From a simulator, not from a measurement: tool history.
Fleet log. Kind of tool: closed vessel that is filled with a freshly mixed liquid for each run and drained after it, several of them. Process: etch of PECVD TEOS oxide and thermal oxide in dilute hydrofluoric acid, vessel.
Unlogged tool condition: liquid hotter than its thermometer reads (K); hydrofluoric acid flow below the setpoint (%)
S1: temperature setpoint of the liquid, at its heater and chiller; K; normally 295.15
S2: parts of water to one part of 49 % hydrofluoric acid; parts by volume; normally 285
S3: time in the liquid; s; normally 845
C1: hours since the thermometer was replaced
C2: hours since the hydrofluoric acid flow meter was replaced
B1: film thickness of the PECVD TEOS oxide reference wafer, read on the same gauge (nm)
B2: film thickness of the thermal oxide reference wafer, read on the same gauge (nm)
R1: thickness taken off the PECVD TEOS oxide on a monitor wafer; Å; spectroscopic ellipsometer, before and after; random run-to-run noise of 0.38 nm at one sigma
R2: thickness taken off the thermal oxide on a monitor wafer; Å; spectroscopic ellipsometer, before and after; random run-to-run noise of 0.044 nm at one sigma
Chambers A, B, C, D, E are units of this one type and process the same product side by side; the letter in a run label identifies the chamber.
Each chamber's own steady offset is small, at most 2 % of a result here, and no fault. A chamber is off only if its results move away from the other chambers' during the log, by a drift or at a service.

run   hour      S1   S2   S3      C1      C2      B1      B2      R1      R2
 1C      8  295.15  285  845  1551.5  1210.2  69.996  110.01  388.82  114.38
 2B   16.2  295.15  285  845   491.2   139.1  70.001  109.98  402.97  114.91
 3D   22.5  295.15  285  845   619.2   306.8  69.969  110.02  386.95  116.09
 4A   30.2  295.15  285  845  1269.9    48.4  69.987  110.03  392.36  114.43
 5E   35.7  295.15  285  845  1649.6  1892.6  70.014  109.98   399.3  116.42
 6C   43.6  295.15  285  845  1587.1  1245.8  70.004  109.98  388.87  113.79
 7B   51.6  292.15  285  845   526.6   174.5  70.013  109.98  361.09  102.56
 8E   57.3  292.15  285  845  1671.2  1914.2   70.01  109.99  362.86  105.15
 9A   66.9  292.15  285  845  1306.6    85.1  69.997  109.98  348.82  102.39
10D   76.7  292.15  285  845   673.4     361  69.982  109.98  353.12  102.69
11E   84.5  292.15  285  845  1698.4  1941.4  69.976     110  356.62  104.22
12A   92.7  295.15  285  845  1332.4   110.9      70  110.01  391.48  114.47
13B     99  295.15  285  845     574   221.9  69.986  109.99  405.75  114.89
14D  108.9  295.15  285  845   705.6   393.2   70.02  109.99  393.85  117.34
15C  114.5  295.15  285  845    1658  1316.7  70.002  109.99  387.47  114.36
16C  119.6  298.65  285  685  1663.1  1321.8  70.018  109.97  358.47  104.92
17B  124.3  298.65  285  685   599.3   247.2  69.998  110.02  364.85  105.44
     124.8  -- chamber E: thermometer replaced
18E  131.7  298.65  285  685       7  1988.6  69.984  109.98  358.49  105.59
19D  138.1  298.65  285  685   734.8   422.4  70.012  110.01   373.1  108.12
20A    144  298.65  285  685  1383.7   162.2  70.024  109.98  357.28  104.99
21E    149  295.15  285  845    24.3  2005.9  69.993  109.99  395.18  114.99
22D  155.5  295.15  400  670   752.2   439.8  69.992  109.98  205.49  60.245
23B  163.6  295.15  400  670   638.6   286.5  69.984  109.97  204.34  58.096
24A  170.7  295.15  400  670  1410.4   188.9  70.008  110.03  199.86  57.803
     171.4  -- chamber C: hydrofluoric acid flow meter replaced
25C  178.6  295.15  400  670  1722.1     7.2  69.955  109.97  195.71   58.23
26D  188.8  295.15  400  670   785.5   473.1  70.018  110.03  204.62  61.079
27A  196.1  295.15  285  845  1435.8   214.3  70.026  109.98  388.65  114.93
     201.3  -- chamber E: hydrofluoric acid flow meter replaced
28C  202.5  295.15  285  845    1746    31.1  70.011  109.98  390.26  114.87
29E  210.3  291.15  240  845    85.6       9  69.994  110.02  426.97  122.65
30B  218.3  291.15  240  845   693.3   341.2  70.008     110  425.54  122.11
31C  226.8  291.15  240  845  1770.3    55.4      70  110.02  420.47  123.67
32E  234.7  291.15  240  845     110    33.4   70.01  110.02  420.26     122
33B  240.2  291.15  240  845   715.2   363.1  69.983     110  419.78  121.49
     243.9  -- chamber A: thermometer replaced
34A  249.7  295.15  285  845     5.8   267.9  70.003  110.02  395.09  113.84
35D  254.7  295.15  285  845   851.4     539  69.994  109.95  415.65   122.2
36A  264.8  295.15  285  845    20.9     283   70.03  109.99  381.87  113.79
37E  271.5  295.15  285  845   146.8    70.2  69.977     110  397.91  115.24
38C  278.6  295.15  285  845  1822.1   107.2  70.005  110.02  389.43  115.14
39B  287.3  295.15  285  845   762.3   410.2  69.993  110.03  401.33  114.77

Is one chamber out of step, is the gauge drifting, or do the chambers differ by no more than their own small offsets? For an off chamber, give its letter and the likeliest cause.

It is chamber D that slowly wanders off from its peers.
What lies behind it: liquid hotter than its thermometer reads (K) = 2.08.
Not necessarily distinguishable in this log from: hydrofluoric acid flow above the setpoint (%).

Below are 4 candidate recipes for chamber D's next run, each the usual settings with a change, their results shown as question marks. Which of them brings D's results back in line with what the other chambers give on the usual settings?
In-line tolerance around the mean of the other chambers on the usual settings: R1 14 Å; R2 1.5 Å
40D-1  294.6  295.15  290  830                   ?   ?
40D-2  294.6  295.15  280  860                   ?   ?
40D-3  294.6  295.15  295  820                   ?   ?
40D-4  294.6  295.15  275  870                   ?   ?

Average result of the remaining chambers running the usual settings: R1 394.53 Å; R2 114.75 Å
  run      R1      R2
40D-1  405.12  119.41
40D-2  439.07  129.41
40D-3  391.51   115.4
40D-4  454.52  133.97
The right change is 40D-3: it brings the chamber back within the allowed miss of the others.

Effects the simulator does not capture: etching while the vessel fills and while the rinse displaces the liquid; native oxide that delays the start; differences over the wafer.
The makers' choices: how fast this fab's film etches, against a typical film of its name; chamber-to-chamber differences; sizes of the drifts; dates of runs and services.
